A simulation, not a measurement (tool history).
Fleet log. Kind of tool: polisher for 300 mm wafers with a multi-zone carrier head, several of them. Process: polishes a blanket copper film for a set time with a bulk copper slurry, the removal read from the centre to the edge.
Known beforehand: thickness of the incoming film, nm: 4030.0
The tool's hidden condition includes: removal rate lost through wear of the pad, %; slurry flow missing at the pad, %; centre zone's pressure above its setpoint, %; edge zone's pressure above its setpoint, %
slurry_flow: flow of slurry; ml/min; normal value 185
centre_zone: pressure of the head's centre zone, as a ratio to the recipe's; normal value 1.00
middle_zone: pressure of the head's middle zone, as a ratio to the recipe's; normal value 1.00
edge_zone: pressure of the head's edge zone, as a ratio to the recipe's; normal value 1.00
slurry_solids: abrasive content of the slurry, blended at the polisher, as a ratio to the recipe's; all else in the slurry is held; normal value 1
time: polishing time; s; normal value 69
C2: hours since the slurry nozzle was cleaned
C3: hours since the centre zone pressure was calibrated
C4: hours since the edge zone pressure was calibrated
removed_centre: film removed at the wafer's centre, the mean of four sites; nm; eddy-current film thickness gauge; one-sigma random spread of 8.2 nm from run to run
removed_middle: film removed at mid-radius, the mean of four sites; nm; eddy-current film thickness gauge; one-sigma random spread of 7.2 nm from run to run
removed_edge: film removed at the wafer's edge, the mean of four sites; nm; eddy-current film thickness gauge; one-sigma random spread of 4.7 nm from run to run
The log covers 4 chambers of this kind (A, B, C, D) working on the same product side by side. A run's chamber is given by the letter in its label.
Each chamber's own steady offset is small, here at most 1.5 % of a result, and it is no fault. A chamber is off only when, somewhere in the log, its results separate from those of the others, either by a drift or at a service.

Run 1D, day 0.358: usual settings; wafers polished on this pad 1367; C2 143.3; C3 127.4; C4 11.4. Result: removed_centre 549.96 nm, removed_middle 536.48 nm, removed_edge 546.23 nm.
At day 0.579: chamber D: worn pad replaced by a new one.
At day 0.617: chamber A: worn pad replaced by a new one.
Run 2C, day 0.662: usual settings; wafers polished on this pad 697; C2 344.2; C3 138.7; C4 356.8. Result: removed_centre 547.55 nm, removed_middle 558.37 nm, removed_edge 548.52 nm.
Run 3B, day 1.000: usual settings; wafers polished on this pad 518; C2 435.4; C3 299.1; C4 514.3. Result: removed_centre 555.04 nm, removed_middle 552.56 nm, removed_edge 556.24 nm.
Run 4A, day 1.350: usual settings; wafers polished on this pad 123; C2 109.1; C3 952.2; C4 1372.3. Result: removed_centre 558.77 nm, removed_middle 556.46 nm, removed_edge 549.36 nm.
Run 5C, day 1.662: usual settings but centre_zone 1.06, edge_zone 0.95; wafers polished on this pad 866; C2 368.2; C3 162.7; C4 380.8. Result: removed_centre 584.71 nm, removed_middle 544.14 nm, removed_edge 533.23 nm.
Run 6A, day 1.846: usual settings but centre_zone 1.06, edge_zone 0.95; wafers polished on this pad 207; C2 121.0; C3 964.1; C4 1384.2. Result: removed_centre 582.06 nm, removed_middle 552.77 nm, removed_edge 533.10 nm.
Run 7B, day 2.167: usual settings but centre_zone 1.06, edge_zone 0.95; wafers polished on this pad 715; C2 463.4; C3 327.1; C4 542.3. Result: removed_centre 587.40 nm, removed_middle 535.61 nm, removed_edge 537.88 nm.
Run 8D, day 2.388: usual settings but centre_zone 1.06, edge_zone 0.95; wafers polished on this pad 304; C2 192.0; C3 176.1; C4 60.1. Result: removed_centre 595.53 nm, removed_middle 546.77 nm, removed_edge 543.13 nm.
Run 9B, day 2.679: usual settings; wafers polished on this pad 801; C2 475.7; C3 339.4; C4 554.6. Result: removed_centre 550.91 nm, removed_middle 550.06 nm, removed_edge 546.87 nm.
At day 2.896: chamber C: worn pad replaced by a new one.
Run 10C, day 2.938: usual settings; wafers polished on this pad 7; C2 398.8; C3 193.3; C4 411.4. Result: removed_centre 560.14 nm, removed_middle 538.85 nm, removed_edge 548.20 nm.
Run 11D, day 3.196: usual settings but centre_zone 1.05; wafers polished on this pad 440; C2 211.4; C3 195.5; C4 79.5. Result: removed_centre 593.49 nm, removed_middle 550.44 nm, removed_edge 547.00 nm.
Run 12A, day 3.433: usual settings but centre_zone 1.05; wafers polished on this pad 474; C2 159.1; C3 1002.2; C4 1422.3. Result: removed_centre 602.45 nm, removed_middle 536.22 nm, removed_edge 557.12 nm.
Run 13D, day 3.783: usual settings but centre_zone 1.05; wafers polished on this pad 539; C2 225.5; C3 209.6; C4 93.6. Result: removed_centre 579.63 nm, removed_middle 565.97 nm, removed_edge 552.30 nm.
Run 14C, day 4.104: usual settings but centre_zone 1.05; wafers polished on this pad 203; C2 426.8; C3 221.3; C4 439.4. Result: removed_centre 570.42 nm, removed_middle 556.23 nm, removed_edge 551.14 nm.
Run 15A, day 4.375: usual settings but centre_zone 1.11, time 60 s; wafers polished on this pad 633; C2 181.7; C3 1024.8; C4 1444.9. Result: removed_centre 533.27 nm, removed_middle 487.23 nm, removed_edge 483.76 nm.
Run 16B, day 4.575: usual settings but centre_zone 1.11, time 60 s; wafers polished on this pad 1120; C2 521.2; C3 384.9; C4 600.1. Result: removed_centre 526.51 nm, removed_middle 478.03 nm, removed_edge 473.96 nm.
Run 17C, day 4.746: usual settings but centre_zone 1.11, time 60 s; wafers polished on this pad 311; C2 442.2; C3 236.7; C4 454.8. Result: removed_centre 549.04 nm, removed_middle 474.77 nm, removed_edge 478.36 nm.
Run 18A, day 5.029: usual settings but centre_zone 1.11, time 60 s; wafers polished on this pad 743; C2 197.4; C3 1040.5; C4 1460.6. Result: removed_centre 545.11 nm, removed_middle 474.05 nm, removed_edge 492.13 nm.
At day 5.333: chamber A: edge zone pressure recalibrated.
Run 19D, day 5.350: usual settings; wafers polished on this pad 803; C2 263.1; C3 247.2; C4 131.2. Result: removed_centre 547.12 nm, removed_middle 538.11 nm, removed_edge 556.71 nm.
At day 5.500: chamber B: worn pad replaced by a new one.
Run 20B, day 5.642: usual settings; wafers polished on this pad 24; C2 546.8; C3 410.5; C4 625.7. Result: removed_centre 547.84 nm, removed_middle 560.84 nm, removed_edge 551.62 nm.
Run 21B, day 5.933: usual settings; wafers polished on this pad 73; C2 553.8; C3 417.5; C4 632.7. Result: removed_centre 537.22 nm, removed_middle 553.21 nm, removed_edge 548.48 nm.
Run 22D, day 6.246: usual settings; wafers polished on this pad 954; C2 284.6; C3 268.7; C4 152.7. Result: removed_centre 564.37 nm, removed_middle 548.32 nm, removed_edge 546.79 nm.
Run 23C, day 6.483: usual settings; wafers polished on this pad 604; C2 483.9; C3 278.4; C4 496.5. Result: removed_centre 566.56 nm, removed_middle 539.68 nm, removed_edge 550.03 nm.
Run 24A, day 6.800: usual settings; wafers polished on this pad 1041; C2 239.9; C3 1083.0; C4 35.3. Result: removed_centre 560.76 nm, removed_middle 547.38 nm, removed_edge 558.87 nm.
Run 25A, day 7.004: usual settings; wafers polished on this pad 1076; C2 244.8; C3 1087.9; C4 40.2. Result: removed_centre 551.95 nm, removed_middle 549.41 nm, removed_edge 562.56 nm.
At day 7.025: chamber A: worn pad replaced by a new one.
Run 26B, day 7.321: usual settings but middle_zone 0.92; wafers polished on this pad 307; C2 587.1; C3 450.8; C4 666.0. Result: removed_centre 540.86 nm, removed_middle 507.81 nm, removed_edge 547.75 nm.
Run 27D, day 7.621: usual settings but middle_zone 0.92; wafers polished on this pad 1185; C2 317.6; C3 301.7; C4 185.7. Result: removed_centre 536.69 nm, removed_middle 508.76 nm, removed_edge 553.85 nm.
At day 7.688: chamber B: slurry nozzle cleaned.
At day 7.817: chamber C: worn pad replaced by a new one.
Run 28C, day 7.933: usual settings but middle_zone 0.92; wafers polished on this pad 19; C2 518.7; C3 313.2; C4 531.3. Result: removed_centre 548.99 nm, removed_middle 506.80 nm, removed_edge 554.35 nm.
Run 29C, day 8.246: usual settings but middle_zone 0.92; wafers polished on this pad 72; C2 526.2; C3 320.7; C4 538.8. Result: removed_centre 564.81 nm, removed_middle 506.94 nm, removed_edge 553.65 nm.
At day 8.358: chamber D: worn pad replaced by a new one.
Run 30D, day 8.412: usual settings; wafers polished on this pad 9; C2 336.6; C3 320.7; C4 204.7. Result: removed_centre 555.64 nm, removed_middle 559.26 nm, removed_edge 548.98 nm.
Run 31A, day 8.758: usual settings; wafers polished on this pad 292; C2 286.9; C3 1130.0; C4 82.3. Result: removed_centre 567.35 nm, removed_middle 539.20 nm, removed_edge 561.24 nm.
Run 32B, day 8.917: usual settings; wafers polished on this pad 575; C2 29.6; C3 489.1; C4 704.3. Result: removed_centre 550.67 nm, removed_middle 547.34 nm, removed_edge 548.29 nm.
Run 33B, day 9.200: usual settings; wafers polished on this pad 623; C2 36.4; C3 495.9; C4 711.1. Result: removed_centre 543.68 nm, removed_middle 547.95 nm, removed_edge 544.71 nm.
Run 34A, day 9.488: usual settings but middle_zone 0.94; wafers polished on this pad 415; C2 304.4; C3 1147.5; C4 99.8. Result: removed_centre 570.00 nm, removed_middle 518.68 nm, removed_edge 559.14 nm.
Run 35D, day 9.692: usual settings but middle_zone 0.94; wafers polished on this pad 224; C2 367.3; C3 351.4; C4 235.4. Result: removed_centre 537.04 nm, removed_middle 515.08 nm, removed_edge 550.73 nm.
Run 36C, day 9.888: usual settings but middle_zone 0.94; wafers polished on this pad 348; C2 565.6; C3 360.1; C4 578.2. Result: removed_centre 555.62 nm, removed_middle 528.08 nm, removed_edge 551.69 nm.
Run 37D, day 10.083: usual settings but middle_zone 0.94; wafers polished on this pad 290; C2 376.7; C3 360.8; C4 244.8. Result: removed_centre 554.60 nm, removed_middle 530.26 nm, removed_edge 550.14 nm.
Run 38A, day 10.242: usual settings; wafers polished on this pad 542; C2 322.5; C3 1165.6; C4 117.9. Result: removed_centre 558.15 nm, removed_middle 554.15 nm, removed_edge 555.59 nm.
Run 39C, day 10.421: usual settings; wafers polished on this pad 438; C2 578.4; C3 372.9; C4 591.0. Result: removed_centre 556.85 nm, removed_middle 546.43 nm, removed_edge 556.29 nm.
Run 40B, day 10.633: usual settings but slurry_flow 230 ml/min, edge_zone 0.96; wafers polished on this pad 864; C2 70.8; C3 530.3; C4 745.5. Result: removed_centre 576.91 nm, removed_middle 572.91 nm, removed_edge 545.60 nm.
Run 41A, day 10.812: usual settings but slurry_flow 230 ml/min, edge_zone 0.96; wafers polished on this pad 638; C2 336.2; C3 1179.3; C4 131.6. Result: removed_centre 588.56 nm, removed_middle 550.29 nm, removed_edge 552.21 nm.
Run 42D, day 11.017: usual settings but slurry_flow 230 ml/min, edge_zone 0.96; wafers polished on this pad 447; C2 399.1; C3 383.2; C4 267.2. Result: removed_centre 561.73 nm, removed_middle 561.28 nm, removed_edge 553.97 nm.

All chambers now run identical settings, listed one chamber a line with results as question marks. What results will each chamber show?
Run 43A, day 11.275: usual settings. Result: removed_centre ?, removed_middle ?, removed_edge ?.
Run 43B, day 11.275: usual settings. Result: removed_centre ?, removed_middle ?, removed_edge ?.
Run 43C, day 11.275: usual settings. Result: removed_centre ?, removed_middle ?, removed_edge ?.
Run 43D, day 11.275: usual settings. Result: removed_centre ?, removed_middle ?, removed_edge ?.

run  removed_centre  removed_middle  removed_edge
43A          562.73          547.40        554.97
43B          553.95          544.82        558.08
43C          550.12          549.44        551.45
43D          548.04          555.57        553.92
